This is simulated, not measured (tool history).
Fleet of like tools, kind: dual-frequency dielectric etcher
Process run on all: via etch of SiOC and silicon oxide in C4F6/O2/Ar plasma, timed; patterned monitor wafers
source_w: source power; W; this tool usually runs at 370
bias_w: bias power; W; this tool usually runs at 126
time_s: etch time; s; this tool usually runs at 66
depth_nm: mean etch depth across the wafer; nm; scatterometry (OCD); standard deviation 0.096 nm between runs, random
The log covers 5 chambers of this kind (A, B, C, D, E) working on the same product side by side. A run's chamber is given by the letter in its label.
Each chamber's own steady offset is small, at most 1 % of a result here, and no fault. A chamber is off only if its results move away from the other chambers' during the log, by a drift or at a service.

| run | day | source_w | bias_w | time_s | read-back reference wafer on the same gauge, depth_nm | depth_nm |
|---|---|---|---|---|---|---|
| 1C | 0.258 | 370 | 126 | 66 | 70.803 | 64.596 |
| 2E | 0.758 | 370 | 126 | 66 | 70.81 | 64.499 |
| 3D | 1.042 | 370 | 126 | 66 | 70.813 | 64.479 |
| 4B | 1.292 | 370 | 126 | 66 | 70.823 | 65.156 |
| 5A | 1.817 | 370 | 126 | 66 | 70.834 | 65.173 |
| 6A | 2.275 | 370 | 126 | 66 | 70.848 | 65.024 |
| 7D | 2.529 | 370 | 126 | 66 | 70.876 | 64.563 |
| 8B | 2.821 | 370 | 126 | 66 | 70.886 | 65.331 |
| 9C | 3.25 | 370 | 144 | 66 | 70.877 | 67.279 |
| 10E | 3.517 | 370 | 144 | 66 | 70.889 | 67.011 |
|  | 3.796 | chamber B: bias power generator calibrated |
| 11C | 3.892 | 370 | 144 | 66 | 70.894 | 67.226 |
| 12A | 4.35 | 370 | 144 | 66 | 70.931 | 67.636 |
|  | 4.488 | chamber E: wet clean of the chamber |
| 13B | 4.604 | 370 | 144 | 66 | 70.886 | 67.859 |
| 14E | 5.096 | 430 | 105 | 66 | 70.918 | 65.006 |
| 15D | 5.483 | 430 | 105 | 66 | 70.954 | 64.998 |
| 16B | 5.717 | 430 | 105 | 66 | 70.935 | 65.68 |
| 17C | 6.029 | 430 | 105 | 66 | 70.948 | 65.291 |
|  | 6.404 | chamber E: bias power generator calibrated |
| 18A | 6.512 | 430 | 105 | 66 | 70.96 | 65.855 |
| 19E | 6.933 | 370 | 126 | 66 | 70.963 | 64.581 |
|  | 7.317 | chamber C: wet clean of the chamber |
| 20D | 7.408 | 370 | 126 | 66 | 70.988 | 64.665 |
| 21E | 7.7 | 370 | 126 | 66 | 71.011 | 64.642 |
| 22B | 8.225 | 370 | 126 | 66 | 70.994 | 65.236 |
| 23A | 8.729 | 370 | 126 | 66 | 70.991 | 65.183 |
| 24D | 9.225 | 370 | 126 | 66 | 71.06 | 64.673 |
| 25C | 9.754 | 370 | 126 | 66 | 71.043 | 64.63 |
| 26B | 10.288 | 370 | 126 | 77.5 | 71.079 | 76.815 |
| 27A | 10.783 | 370 | 126 | 77.5 | 71.081 | 76.739 |
|  | 11.029 | chamber A: wet clean of the chamber |
| 28C | 11.167 | 370 | 126 | 77.5 | 71.061 | 75.821 |
| 29E | 11.596 | 370 | 126 | 77.5 | 71.113 | 75.913 |
| 30D | 12.008 | 370 | 126 | 77.5 | 71.079 | 75.888 |
| 31D | 12.308 | 370 | 126 | 66 | 71.101 | 64.801 |
| 32E | 12.838 | 370 | 126 | 66 | 71.125 | 64.712 |
| 33C | 13.221 | 370 | 126 | 66 | 71.123 | 64.871 |
| 34B | 13.512 | 370 | 126 | 66 | 71.137 | 65.466 |
| 35A | 14.038 | 370 | 126 | 66 | 71.143 | 65.299 |
| 36B | 14.417 | 370 | 142 | 66 | 71.154 | 67.945 |
| 37E | 14.846 | 370 | 142 | 66 | 71.176 | 67.216 |
| 38D | 15.183 | 370 | 142 | 66 | 71.199 | 67.488 |
| 39C | 15.508 | 370 | 142 | 66 | 71.172 | 67.347 |
| 40A | 15.842 | 370 | 142 | 66 | 71.19 | 67.848 |
| 41A | 16.371 | 370 | 126 | 66 | 71.207 | 65.482 |
| 42C | 16.675 | 370 | 126 | 66 | 71.218 | 64.864 |

Each of the 5 chambers runs these same settings next. Fill in every chamber's results:
| 43A | 17.058 | 440 | 126 | 66 |  | ? |
| 43B | 17.058 | 440 | 126 | 66 |  | ? |
| 43C | 17.058 | 440 | 126 | 66 |  | ? |
| 43D | 17.058 | 440 | 126 | 66 |  | ? |
| 43E | 17.058 | 440 | 126 | 66 |  | ? |

| run | depth_nm |
|---|---|
| 43A | 70.192 |
| 43B | 70.238 |
| 43C | 69.52 |
| 43D | 69.652 |
| 43E | 69.235 |
